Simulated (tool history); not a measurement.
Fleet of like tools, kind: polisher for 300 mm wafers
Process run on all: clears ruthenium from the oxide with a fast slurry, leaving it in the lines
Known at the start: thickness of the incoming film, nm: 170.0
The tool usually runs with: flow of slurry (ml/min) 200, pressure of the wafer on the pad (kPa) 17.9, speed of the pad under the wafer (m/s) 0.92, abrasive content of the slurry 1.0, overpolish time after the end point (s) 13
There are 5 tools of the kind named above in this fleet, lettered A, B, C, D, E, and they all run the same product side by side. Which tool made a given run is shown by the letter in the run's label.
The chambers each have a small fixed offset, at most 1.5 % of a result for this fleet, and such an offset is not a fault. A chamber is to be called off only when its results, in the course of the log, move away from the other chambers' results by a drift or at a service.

run   hour  flow of slurry (ml/min)  pressure of the wafer on the pad (kPa)  speed of the pad under the wafer (m/s)  abrasive content of the slurry  overpolish time after the end point (s)  wafers polished on this pad  hours since the slurry nozzle was cleaned  hours since the head pressure was calibrated  hours since the slurry blender was calibrated  time until the end point was called (s)  dishing of a wide line in a test structure (angstrom)
       1.9  -- chamber A: worn pad replaced by a new one
       8.9  -- chamber D: worn pad replaced by a new one
 1B   11.2                      200                                    17.9                                    0.92                             1.0                                       13                          152                                      123.4                                         291.6                                          130.0                                   53.548                                                 295.17
 2C   17.1                      200                                    17.9                                    0.92                             1.0                                       13                          484                                      611.6                                         103.8                                           89.9                                   53.900                                                 279.97
 3D   24.1                      200                                    17.9                                    0.92                             1.0                                       13                          166                                       91.0                                        1163.0                                           36.5                                   51.973                                                 288.99
 4E   36.8                      200                                    17.9                                    0.92                             1.0                                       13                          913                                       98.9                                         254.3                                           41.5                                   53.746                                                 288.08
      46.1  -- chamber A: head pressure recalibrated
 5A   49.1                      200                                    17.9                                    0.92                             1.0                                       13                          515                                      152.8                                           3.1                                          145.1                                   52.736                                                 280.76
 6C   61.0                      200                                    17.9                                    0.92                             1.0                                       13                          963                                      655.5                                         147.7                                          133.8                                   52.931                                                 283.89
      61.8  -- chamber B: worn pad replaced by a new one
 7E   69.3                      200                                    17.9                                    0.92                             1.0                                       13                         1268                                      131.4                                         286.8                                           74.0                                   53.262                                                 288.34
      73.6  -- chamber A: slurry blender recalibrated
      75.3  -- chamber E: worn pad replaced by a new one
 8A   78.5                      200                                    17.9                                    0.92                             1.0                                       13                          835                                      182.2                                          32.5                                            4.9                                   53.211                                                 281.78
      78.8  -- chamber D: worn pad replaced by a new one
      82.7  -- chamber D: head pressure recalibrated
 9B   89.1                      200                                    17.9                                    0.92                             1.0                                       13                          298                                      201.3                                         369.5                                          207.9                                   53.632                                                 285.91
      96.9  -- chamber C: worn pad replaced by a new one
10D  101.7                      200                                    17.9                                    0.92                             1.0                                       13                          250                                      168.6                                          19.1                                          114.1                                   52.826                                                 286.69
11B  114.6                      245                                    17.9                                    1.06                             1.0                                       13                          576                                      226.8                                         395.0                                          233.4                                   44.855                                                 322.71
     115.1  -- chamber B: head pressure recalibrated
12C  120.9                      245                                    17.9                                    1.06                             1.0                                       13                          261                                      715.4                                         207.6                                          193.7                                   44.858                                                 318.86
     121.1  -- chamber A: worn pad replaced by a new one
     122.1  -- chamber B: worn pad replaced by a new one
     127.1  -- chamber A: slurry nozzle cleaned
13E  134.5                      245                                    17.9                                    1.06                             1.0                                       13                          645                                      196.6                                         352.0                                          139.2                                   45.087                                                 325.55
     140.4  -- chamber D: worn pad replaced by a new one
14D  145.7                      245                                    17.9                                    1.06                             1.0                                       13                           58                                      212.6                                          63.1                                          158.1                                   45.137                                                 317.96
     148.8  -- chamber C: slurry nozzle cleaned
15A  155.9                      245                                    17.9                                    1.06                             1.0                                       13                          379                                       28.9                                         109.9                                           82.3                                   45.995                                                 315.00
16E  162.3                      200                                    17.9                                    0.92                             1.0                                       13                          948                                      224.4                                         379.8                                          167.0                                   54.058                                                 285.69
17A  169.5                      200                                    17.9                                    0.92                             1.0                                       13                          527                                       42.5                                         123.5                                           95.9                                   54.026                                                 285.60
     170.2  -- chamber E: slurry nozzle cleaned
     172.2  -- chamber B: slurry blender recalibrated
18C  179.2                      200                                    17.9                                    0.92                             1.0                                       13                          897                                       30.4                                         265.9                                          252.0                                   53.741                                                 280.21
19D  185.3                      200                                    17.9                                    0.92                             1.0                                       13                          490                                      252.2                                         102.7                                          197.7                                   53.354                                                 292.03
     187.3  -- chamber B: worn pad replaced by a new one
20B  195.8                      200                                    17.9                                    0.92                             1.0                                       13                           92                                      308.0                                          80.8                                           23.7                                   48.537                                                 303.23
     205.2  -- chamber D: worn pad replaced by a new one
21E  205.8                      200                                    17.9                                    0.92                             1.0                                       13                         1422                                       35.7                                         423.3                                          210.5                                   53.422                                                 286.89
     210.0  -- chamber E: worn pad replaced by a new one
22C  212.8                      200                                    17.9                                    0.92                             1.0                                       13                         1263                                       64.0                                         299.5                                          285.6                                   53.285                                                 283.65
     218.9  -- chamber C: worn pad replaced by a new one
23B  224.8                      200                                    17.9                                    0.92                             1.0                                       13                          409                                      337.0                                         109.8                                           52.7                                   49.585                                                 297.36
24D  236.9                      200                                    17.9                                    0.92                             1.0                                       13                          346                                      303.8                                         154.3                                          249.3                                   52.499                                                 279.91
     241.1  -- chamber A: slurry blender recalibrated
     242.9  -- chamber A: worn pad replaced by a new one
25A  248.9                      200                                    17.9                                    0.92                             1.0                                       13                           65                                      121.9                                         202.9                                            7.9                                   53.432                                                 285.19
     257.3  -- chamber D: slurry blender recalibrated
26A  257.7                      200                                    17.9                                    0.92                             1.2                                       13                          161                                      130.7                                         211.7                                           16.7                                   49.756                                                 298.00
     260.8  -- chamber B: worn pad replaced by a new one
27D  266.6                      200                                    17.9                                    0.92                             1.2                                       13                          670                                      333.5                                         184.0                                            9.4                                   48.399                                                 299.74
     275.4  -- chamber D: worn pad replaced by a new one
28B  279.6                      200                                    17.9                                    0.92                             1.2                                       13                          206                                      391.8                                         164.6                                          107.5                                   45.666                                                 317.62
29C  291.4                      200                                    17.9                                    0.92                             1.2                                       13                          790                                      142.6                                         378.1                                          364.2                                   49.192                                                 303.15
     295.6  -- chamber E: slurry blender recalibrated
30E  299.8                      200                                    17.9                                    0.92                             1.2                                       13                          979                                      129.7                                         517.3                                            4.3                                   48.653                                                 296.24
31A  310.0                      200                                    17.9                                    0.92                             1.0                                       13                          731                                      183.0                                         264.0                                           69.0                                   54.359                                                 281.99
32E  316.6                      200                                    24.1                                    0.68                             1.0                                       13                         1162                                      146.5                                         534.1                                           21.1                                   53.100                                                 282.95
     324.0  -- chamber B: worn pad replaced by a new one
33C  325.8                      200                                    24.1                                    0.68                             1.0                                       13                         1165                                      177.0                                         412.5                                          398.6                                   53.931                                                 283.04
34D  333.1                      200                                    24.1                                    0.68                             1.0                                       13                          629                                      400.0                                         250.5                                           75.9                                   53.075                                                 286.09
35B  341.0                      200                                    24.1                                    0.68                             1.0                                       13                          186                                      453.2                                         226.0                                          168.9                                   49.587                                                 302.16
36A  348.4                      200                                    24.1                                    0.68                             1.0                                       13                         1150                                      221.4                                         302.4                                          107.4                                   54.401                                                 288.39

For the next run the whole fleet of 5 chambers uses the same settings. Give each chamber's results:
37A  358.1                      200                                    17.9                                    0.92                             1.0                                        9                                                                                                                                                                                                             ?                                                      ?
37B  358.1                      200                                    17.9                                    0.92                             1.0                                        9                                                                                                                                                                                                             ?                                                      ?
37C  358.1                      200                                    17.9                                    0.92                             1.0                                        9                                                                                                                                                                                                             ?                                                      ?
37D  358.1                      200                                    17.9                                    0.92                             1.0                                        9                                                                                                                                                                                                             ?                                                      ?
37E  358.1                      200                                    17.9                                    0.92                             1.0                                        9                                                                                                                                                                                                             ?                                                      ?

run  time until the end point was called (s)  dishing of a wide line in a test structure (angstrom)
37A                                   53.055                                                 215.41
37B                                   49.849                                                 234.46
37C                                   53.467                                                 206.09
37D                                   53.439                                                 207.65
37E                                   53.291                                                 218.20
